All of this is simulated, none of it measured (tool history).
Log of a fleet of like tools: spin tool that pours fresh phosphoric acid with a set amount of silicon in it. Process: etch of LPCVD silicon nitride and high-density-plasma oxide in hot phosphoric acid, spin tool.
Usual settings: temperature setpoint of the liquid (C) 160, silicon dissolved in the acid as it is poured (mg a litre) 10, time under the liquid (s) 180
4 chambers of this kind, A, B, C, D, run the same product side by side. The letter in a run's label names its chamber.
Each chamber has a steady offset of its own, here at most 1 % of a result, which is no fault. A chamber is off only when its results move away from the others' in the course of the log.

run     day  temperature setpoint of the liquid (C)  silicon dissolved in the acid as it is poured (mg a litre)  time under the liquid (s)  read-back film thickness of the LPCVD silicon nitride reference wafer, read on the same gauge (nm)  read-back film thickness of the high-density-plasma oxide reference wafer, read on the same gauge (nm)  thickness taken off the LPCVD silicon nitride on a monitor wafer (nm)  thickness taken off the high-density-plasma oxide on a monitor wafer (nm)
 1A   0.542                                     160                                                          10                        180                                                                                              120.01                                                                                                  69.977                                                                 14.752                                                                    0.48164
 2D   0.925                                     160                                                          10                        180                                                                                              120.02                                                                                                  70.028                                                                 14.808                                                                    0.41389
      0.929  -- chamber A: thermometer replaced
 3B   1.233                                     160                                                          10                        180                                                                                              120.01                                                                                                  69.995                                                                 14.748                                                                    0.44949
 4C   1.721                                     160                                                          10                        180                                                                                              119.97                                                                                                  69.992                                                                  14.69                                                                    0.45088
 5D       2                                     160                                                          10                        180                                                                                              119.99                                                                                                   70.01                                                                 14.861                                                                    0.48752
      2.021  -- chamber B: dissolved silicon flow meter replaced
 6B   2.454                                     160                                                          10                        180                                                                                              119.99                                                                                                  69.983                                                                 14.803                                                                    0.47008
      2.542  -- chamber C: thermometer replaced
 7A   2.846                                     160                                                          10                        180                                                                                                 120                                                                                                  70.019                                                                 14.551                                                                    0.46283
 8C   3.346                                     160                                                          10                        180                                                                                              119.99                                                                                                  69.972                                                                 14.856                                                                    0.49986
 9B   3.767                                     160                                                          10                        180                                                                                                 120                                                                                                  70.014                                                                  14.96                                                                    0.45822
10C   4.183                                     160                                                        14.5                        180                                                                                              120.02                                                                                                  70.007                                                                 14.755                                                                    0.40963
      4.521  -- chamber A: dissolved silicon flow meter replaced
11D   4.783                                     160                                                        14.5                        180                                                                                              120.01                                                                                                  69.962                                                                 14.958                                                                    0.42027
12A   5.342                                     160                                                        14.5                        180                                                                                              119.99                                                                                                  69.986                                                                 14.894                                                                    0.44542
13C   5.971                                     160                                                        14.5                        180                                                                                              119.97                                                                                                  69.998                                                                 14.611                                                                    0.41369
14D   6.358                                     160                                                          10                        180                                                                                              119.99                                                                                                  70.002                                                                 14.992                                                                    0.45487
15A   6.921                                     160                                                          10                        180                                                                                              119.99                                                                                                  70.015                                                                 14.804                                                                     0.4815
16B   7.533                                     157                                                          10                        180                                                                                              120.01                                                                                                  70.049                                                                 13.864                                                                    0.39141
17A   7.838                                     157                                                          10                        180                                                                                                 120                                                                                                  70.026                                                                 13.443                                                                    0.40494
18D   8.158                                     157                                                          10                        180                                                                                                 120                                                                                                  69.966                                                                 13.435                                                                    0.37642
19B   8.562                                     157                                                          10                        180                                                                                              120.01                                                                                                  70.013                                                                 13.896                                                                    0.43272
20C   8.867                                     160                                                          10                        180                                                                                              119.99                                                                                                  70.059                                                                 14.816                                                                    0.48939
21D   9.229                                     160                                                          10                        180                                                                                                 120                                                                                                  70.015                                                                 14.702                                                                    0.42722
22C   9.567                                     160                                                          10                        180                                                                                              119.99                                                                                                  70.005                                                                 14.694                                                                     0.4954
23B  10.017                                     160                                                          10                        180                                                                                                 120                                                                                                   70.03                                                                 15.474                                                                    0.53207
24A  10.567                                     160                                                          10                        180                                                                                                 120                                                                                                  70.013                                                                 14.726                                                                    0.45529
25C  11.054                                     160                                                          10                        180                                                                                                 120                                                                                                  69.999                                                                 14.695                                                                    0.43824
26A  11.658                                     160                                                          10                        180                                                                                              120.01                                                                                                  70.025                                                                 14.831                                                                    0.48999
27D  12.021                                     160                                                          10                        180                                                                                              120.01                                                                                                  70.045                                                                 14.921                                                                    0.47368
28B  12.546                                     160                                                          10                        180                                                                                                 120                                                                                                  70.027                                                                 15.636                                                                    0.53953
29C  12.975                                     160                                                          10                        180                                                                                              119.99                                                                                                  70.007                                                                  14.72                                                                    0.44611
30A  13.612                                   157.5                                                          10                        135                                                                                              120.01                                                                                                  69.987                                                                 10.087                                                                     0.2841
31D  14.021                                   157.5                                                          10                        135                                                                                              120.01                                                                                                  70.013                                                                  10.22                                                                    0.30795
32B  14.462                                   157.5                                                          10                        135                                                                                                 120                                                                                                   69.97                                                                 10.851                                                                    0.34005
33C   15.05                                   157.5                                                          10                        135                                                                                              120.02                                                                                                  69.989                                                                 10.097                                                                    0.29422

All 4 chambers run these settings next. Forecast each chamber's results:
34A  15.504                                     160                                                          10                        180                                                                                                                                                                                                                                                                                  ?                                                                          ?
34B  15.504                                     160                                                          10                        180                                                                                                                                                                                                                                                                                  ?                                                                          ?
34C  15.504                                     160                                                          10                        180                                                                                                                                                                                                                                                                                  ?                                                                          ?
34D  15.504                                     160                                                          10                        180                                                                                                                                                                                                                                                                                  ?                                                                          ?

run  thickness taken off the LPCVD silicon nitride on a monitor wafer (nm)  thickness taken off the high-density-plasma oxide on a monitor wafer (nm)
34A                                                                 14.725                                                                    0.49129
34B                                                                 15.857                                                                    0.51066
34C                                                                 14.645                                                                    0.43462
34D                                                                 14.838                                                                    0.46106

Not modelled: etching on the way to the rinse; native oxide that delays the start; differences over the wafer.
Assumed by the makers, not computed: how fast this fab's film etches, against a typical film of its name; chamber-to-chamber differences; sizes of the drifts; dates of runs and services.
